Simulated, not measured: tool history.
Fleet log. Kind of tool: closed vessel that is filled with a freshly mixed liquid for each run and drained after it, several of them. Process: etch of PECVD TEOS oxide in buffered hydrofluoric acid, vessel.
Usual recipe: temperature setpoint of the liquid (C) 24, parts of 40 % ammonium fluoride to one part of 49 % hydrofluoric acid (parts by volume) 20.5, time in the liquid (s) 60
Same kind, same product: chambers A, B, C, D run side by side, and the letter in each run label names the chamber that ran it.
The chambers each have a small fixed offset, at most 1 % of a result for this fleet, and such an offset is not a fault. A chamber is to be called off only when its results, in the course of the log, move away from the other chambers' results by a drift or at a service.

run,hour,temperature setpoint of the liquid (C),parts of 40 % ammonium fluoride to one part of 49 % hydrofluoric acid (parts by volume),time in the liquid (s),hours since the thermometer was replaced,hours since the hydrofluoric acid flow meter was replaced,"read-back film thickness of the PECVD TEOS oxide reference wafer, read on the same gauge (nm)",thickness taken off the PECVD TEOS oxide on a monitor wafer (nm)
1A,6.4,24,20.5,60,1155.2,1554,89.994,40.911
2D,10.8,24,20.5,60,2350.9,657.8,90.005,41.326
3C,14.8,24,20.5,60,669.3,736.6,90.032,41.191
4B,20,24,20.5,60,1051.4,1741.1,90.005,40.957
5B,25.8,24,20.5,60,1057.2,1746.9,90.022,41.343
6A,30.7,24,20.5,60,1179.5,1578.3,90.008,41.031
7C,36.7,24,20.5,60,691.2,758.5,89.979,41.184
# hour 40.8: chamber C: hydrofluoric acid flow meter replaced
8D,40.8,21,23,60,2380.9,687.8,90.036,31.838
9A,44.9,21,23,60,1193.7,1592.5,90.015,32.503
10B,50,21,23,60,1081.4,1771.1,90.006,32.218
11D,56,21,23,60,2396.1,703,89.983,32.032
12C,59.4,24,20.5,60,713.9,18.7,90.021,41.292
13B,63.9,24,20.5,60,1095.3,1785,90.013,41.156
# hour 65.4: chamber D: thermometer replaced
14C,67.4,24,20.5,60,721.9,26.7,89.98,41.306
15A,73,24,20.5,60,1221.8,1620.6,90.002,40.478
16D,77.8,24,20.5,60,12.5,724.8,90.025,40.966
17C,81.6,24,20.5,60,736.1,40.9,90.02,41.448
18D,86.8,24,20.5,60,21.5,733.8,89.991,41.009
19A,90,24,20.5,60,1238.8,1637.6,90.01,40.063
20B,96.5,24,20.5,60,1127.9,1817.6,90.02,41.036
21D,100.4,21.5,20.5,30,35.1,747.4,90.002,17.785
22C,104.7,21.5,20.5,30,759.2,64,89.997,18.019
23B,111.5,21.5,20.5,30,1142.9,1832.6,89.998,17.825
24A,117,21.5,20.5,30,1265.8,1664.6,89.994,17.336
25A,120,24,20.5,60,1268.8,1667.6,89.993,39.862
26C,124.7,24,20.5,60,779.2,84,89.993,41.48
27D,128.3,24,20.5,60,63,775.3,89.982,40.512
28B,132.6,24,20.5,60,1164,1853.7,90.006,41.159
29D,138.4,24,20.5,60,73.1,785.4,89.996,40.363
30B,144.3,24,20.5,60,1175.7,1865.4,89.985,40.426
31C,147.7,24,20.5,60,802.2,107,89.99,42.159
32A,153.3,24,20.5,60,1302.1,1700.9,89.999,38.244
33C,157.6,24,20.5,60,812.1,116.9,90.013,41.494
34A,164.4,24,20.5,60,1313.2,1712,89.97,38.213
35B,169.7,20,18,60,1201.1,1890.8,89.999,36.842
36D,175.6,20,18,60,110.3,822.6,90.002,36.788

One chamber off, gauge drift, or nothing amiss beyond the chambers' own small offsets? If it is a chamber, which one, and what is the likeliest cause?

One chamber, A, drifts off from the rest bit by bit.
What lies behind it: liquid colder than its thermometer reads (K) = 1.81.
With only this log, it may be confused with: hydrofluoric acid flow below the setpoint (%).

Which of the 4 candidates below, each the usual settings with something changed and its results left as question marks, puts chamber A back in line with what the other chambers give on the usual settings?
To be in line, a result may differ from the other chambers' mean on the usual settings by at most: thickness taken off the PECVD TEOS oxide on a monitor wafer (nm) 1.1
37A-1,180.6,23,22,60,,,,?
37A-2,180.6,25.5,18,60,,,,?
37A-3,180.6,24,20,65,,,,?
37A-4,180.6,20.5,20.5,60,,,,?

Average result of the remaining chambers running the usual settings: thickness taken off the PECVD TEOS oxide on a monitor wafer (nm) 41.07
run,thickness taken off the PECVD TEOS oxide on a monitor wafer (nm)
37A-1,33.828
37A-2,45.887
37A-3,41.317
37A-4,30.908
The answer is 37A-3, which returns the chamber to within the allowed miss of the others.

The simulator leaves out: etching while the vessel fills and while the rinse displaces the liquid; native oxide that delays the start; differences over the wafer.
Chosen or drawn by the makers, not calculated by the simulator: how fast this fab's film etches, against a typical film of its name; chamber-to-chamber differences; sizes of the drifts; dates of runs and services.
